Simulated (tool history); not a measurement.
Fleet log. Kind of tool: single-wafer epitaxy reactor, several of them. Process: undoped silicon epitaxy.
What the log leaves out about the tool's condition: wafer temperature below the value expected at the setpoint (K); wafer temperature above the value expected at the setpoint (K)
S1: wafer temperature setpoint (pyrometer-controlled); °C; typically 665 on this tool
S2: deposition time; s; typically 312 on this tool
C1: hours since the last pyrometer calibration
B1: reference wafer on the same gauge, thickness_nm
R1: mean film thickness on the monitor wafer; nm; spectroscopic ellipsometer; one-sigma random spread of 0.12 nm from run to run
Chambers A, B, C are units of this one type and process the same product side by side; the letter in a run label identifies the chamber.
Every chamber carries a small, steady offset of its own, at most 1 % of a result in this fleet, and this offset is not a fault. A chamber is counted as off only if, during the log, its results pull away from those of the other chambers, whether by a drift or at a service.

{"run": "1C", "hour": 3.3, "S1": 665, "S2": 312, "C1": 714.9, "B1": 85.874, "R1": 72.796}
{"run": "2B", "hour": 7.1, "S1": 665, "S2": 312, "C1": 1247.5, "B1": 85.874, "R1": 72.091}
{"run": "3A", "hour": 12.7, "S1": 665, "S2": 312, "C1": 284.1, "B1": 85.917, "R1": 72.149}
{"run": "4B", "hour": 16.9, "S1": 665, "S2": 312, "C1": 1257.3, "B1": 85.967, "R1": 71.983}
{"run": "5C", "hour": 20.3, "S1": 665, "S2": 312, "C1": 731.9, "B1": 85.952, "R1": 72.786}
{"run": "6A", "hour": 25.0, "S1": 665, "S2": 312, "C1": 296.4, "B1": 86.002, "R1": 71.868}
{"run": "7C", "hour": 27.9, "S1": 665, "S2": 312, "C1": 739.5, "B1": 86.027, "R1": 72.807}
{"run": "8B", "hour": 31.5, "S1": 665, "S2": 312, "C1": 1271.9, "B1": 85.987, "R1": 72.101}
{"run": "9A", "hour": 36.9, "S1": 665, "S2": 312, "C1": 308.3, "B1": 86.061, "R1": 72.179}
{"run": "10C", "hour": 42.6, "S1": 665, "S2": 312, "C1": 754.2, "B1": 86.073, "R1": 72.963}
{"run": "11B", "hour": 49.0, "S1": 658, "S2": 372, "C1": 1289.4, "B1": 86.083, "R1": 74.322}
{"run": "12A", "hour": 53.9, "S1": 658, "S2": 372, "C1": 325.3, "B1": 86.094, "R1": 73.984}
{"run": "13A", "hour": 60.2, "S1": 658, "S2": 372, "C1": 331.6, "B1": 86.118, "R1": 74.19}
{"run": "14B", "hour": 63.0, "S1": 665, "S2": 312, "C1": 1303.4, "B1": 86.158, "R1": 72.237}
{"run": "15C", "hour": 68.4, "S1": 665, "S2": 334, "C1": 780.0, "B1": 86.175, "R1": 78.35}
{"run": "16B", "hour": 74.2, "S1": 665, "S2": 334, "C1": 1314.6, "B1": 86.165, "R1": 77.414}
{"run": "17A", "hour": 78.2, "S1": 665, "S2": 334, "C1": 349.6, "B1": 86.154, "R1": 77.317}
{"run": "18C", "hour": 81.7, "S1": 665, "S2": 312, "C1": 793.3, "B1": 86.191, "R1": 73.155}
{"run": "19C", "hour": 86.1, "S1": 665, "S2": 312, "C1": 797.7, "B1": 86.191, "R1": 72.988}
{"run": "20B", "hour": 92.5, "S1": 665, "S2": 312, "C1": 1332.9, "B1": 86.223, "R1": 72.375}
{"run": "21A", "hour": 98.5, "S1": 665, "S2": 312, "C1": 369.9, "B1": 86.247, "R1": 72.033}
{"run": "22A", "hour": 103.2, "S1": 665, "S2": 312, "C1": 374.6, "B1": 86.253, "R1": 72.499}
{"hour": 103.8, "done": "chamber B: pyrometer calibrated"}
{"run": "23B", "hour": 109.1, "S1": 665, "S2": 312, "C1": 5.3, "B1": 86.305, "R1": 71.901}
{"run": "24C", "hour": 114.0, "S1": 665, "S2": 312, "C1": 825.6, "B1": 86.301, "R1": 73.086}
{"run": "25A", "hour": 119.7, "S1": 665, "S2": 312, "C1": 391.1, "B1": 86.292, "R1": 72.567}
{"run": "26C", "hour": 123.6, "S1": 665, "S2": 312, "C1": 835.2, "B1": 86.321, "R1": 73.074}
{"run": "27B", "hour": 127.5, "S1": 665, "S2": 312, "C1": 23.7, "B1": 86.346, "R1": 72.125}
{"run": "28B", "hour": 133.0, "S1": 665, "S2": 312, "C1": 29.2, "B1": 86.345, "R1": 72.018}
{"run": "29A", "hour": 136.7, "S1": 665, "S2": 312, "C1": 408.1, "B1": 86.381, "R1": 72.543}
{"run": "30C", "hour": 141.3, "S1": 665, "S2": 312, "C1": 852.9, "B1": 86.37, "R1": 73.369}
{"hour": 145.9, "done": "chamber C: pyrometer calibrated"}
{"run": "31C", "hour": 146.1, "S1": 665, "S2": 312, "C1": 0.3, "B1": 86.415, "R1": 73.12}
{"run": "32B", "hour": 149.6, "S1": 677, "S2": 350, "C1": 45.8, "B1": 86.417, "R1": 103.61}
{"run": "33A", "hour": 153.0, "S1": 677, "S2": 350, "C1": 424.4, "B1": 86.419, "R1": 104.68}
{"run": "34C", "hour": 159.0, "S1": 677, "S2": 350, "C1": 13.2, "B1": 86.468, "R1": 105.46}
{"run": "35B", "hour": 164.4, "S1": 665, "S2": 312, "C1": 60.6, "B1": 86.475, "R1": 72.236}

Each of the 3 chambers runs these same settings next. Fill in every chamber's results:
{"run": "36A", "hour": 169.0, "S1": 665, "S2": 291, "R1": "?"}
{"run": "36B", "hour": 169.0, "S1": 665, "S2": 291, "R1": "?"}
{"run": "36C", "hour": 169.0, "S1": 665, "S2": 291, "R1": "?"}

run=36A R1=67.507
run=36B R1=67.525
run=36C R1=68.339
